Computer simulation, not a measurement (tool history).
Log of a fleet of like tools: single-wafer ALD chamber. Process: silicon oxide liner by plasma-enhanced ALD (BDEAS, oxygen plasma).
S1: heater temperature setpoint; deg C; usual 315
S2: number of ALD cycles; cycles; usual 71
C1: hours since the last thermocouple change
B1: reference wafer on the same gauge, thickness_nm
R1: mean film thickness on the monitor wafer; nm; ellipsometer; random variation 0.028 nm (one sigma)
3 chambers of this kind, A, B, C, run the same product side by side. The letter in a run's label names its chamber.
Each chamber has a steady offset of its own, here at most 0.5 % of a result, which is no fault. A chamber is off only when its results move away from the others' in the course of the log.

{"run": "1C", "hour": 5.0, "S1": 315, "S2": 71, "C1": 274.5, "B1": 6.8168, "R1": 6.4614}
{"run": "2A", "hour": 7.8, "S1": 315, "S2": 71, "C1": 772.3, "B1": 6.8257, "R1": 6.542}
{"run": "3B", "hour": 11.1, "S1": 315, "S2": 71, "C1": 474.3, "B1": 6.8216, "R1": 6.4757}
{"run": "4B", "hour": 14.4, "S1": 315, "S2": 71, "C1": 477.6, "B1": 6.8261, "R1": 6.4575}
{"run": "5C", "hour": 18.3, "S1": 320, "S2": 82, "C1": 287.8, "B1": 6.8182, "R1": 7.4367}
{"run": "6A", "hour": 21.2, "S1": 320, "S2": 82, "C1": 785.7, "B1": 6.8196, "R1": 7.3968}
{"run": "7B", "hour": 26.1, "S1": 320, "S2": 82, "C1": 489.3, "B1": 6.8219, "R1": 7.3973}
{"run": "8A", "hour": 31.4, "S1": 315, "S2": 71, "C1": 795.9, "B1": 6.8225, "R1": 6.5156}
{"run": "9C", "hour": 36.0, "S1": 315, "S2": 71, "C1": 305.5, "B1": 6.8184, "R1": 6.4396}
{"run": "10B", "hour": 40.4, "S1": 315, "S2": 71, "C1": 503.6, "B1": 6.8283, "R1": 6.4623}
{"run": "11C", "hour": 43.3, "S1": 315, "S2": 71, "C1": 312.8, "B1": 6.8262, "R1": 6.4712}
{"run": "12A", "hour": 45.8, "S1": 315, "S2": 71, "C1": 810.3, "B1": 6.8272, "R1": 6.5247}
{"run": "13B", "hour": 49.7, "S1": 315, "S2": 71, "C1": 512.9, "B1": 6.8211, "R1": 6.4857}
{"run": "14C", "hour": 55.0, "S1": 315, "S2": 71, "C1": 324.5, "B1": 6.8277, "R1": 6.4993}
{"run": "15A", "hour": 59.1, "S1": 322, "S2": 64, "C1": 823.6, "B1": 6.8177, "R1": 5.7921}
{"run": "16B", "hour": 62.6, "S1": 322, "S2": 64, "C1": 525.8, "B1": 6.8123, "R1": 5.7864}
{"run": "17C", "hour": 66.3, "S1": 322, "S2": 64, "C1": 335.8, "B1": 6.819, "R1": 5.7736}
{"run": "18A", "hour": 71.7, "S1": 315, "S2": 71, "C1": 836.2, "B1": 6.8127, "R1": 6.536}
{"run": "19C", "hour": 76.2, "S1": 315, "S2": 71, "C1": 345.7, "B1": 6.817, "R1": 6.5051}
{"run": "20A", "hour": 80.7, "S1": 315, "S2": 71, "C1": 845.2, "B1": 6.8162, "R1": 6.5324}
{"run": "21B", "hour": 85.2, "S1": 315, "S2": 71, "C1": 548.4, "B1": 6.8236, "R1": 6.4625}
{"run": "22B", "hour": 90.2, "S1": 315, "S2": 71, "C1": 553.4, "B1": 6.817, "R1": 6.5032}
{"run": "23A", "hour": 94.2, "S1": 315, "S2": 71, "C1": 858.7, "B1": 6.8247, "R1": 6.4543}

Is one chamber off against the others, does the gauge drift, or is nothing wrong? If a chamber is off, say which, and what the likeliest cause is.

No chamber stands off beyond its own small offset, and the gauge holds steady.
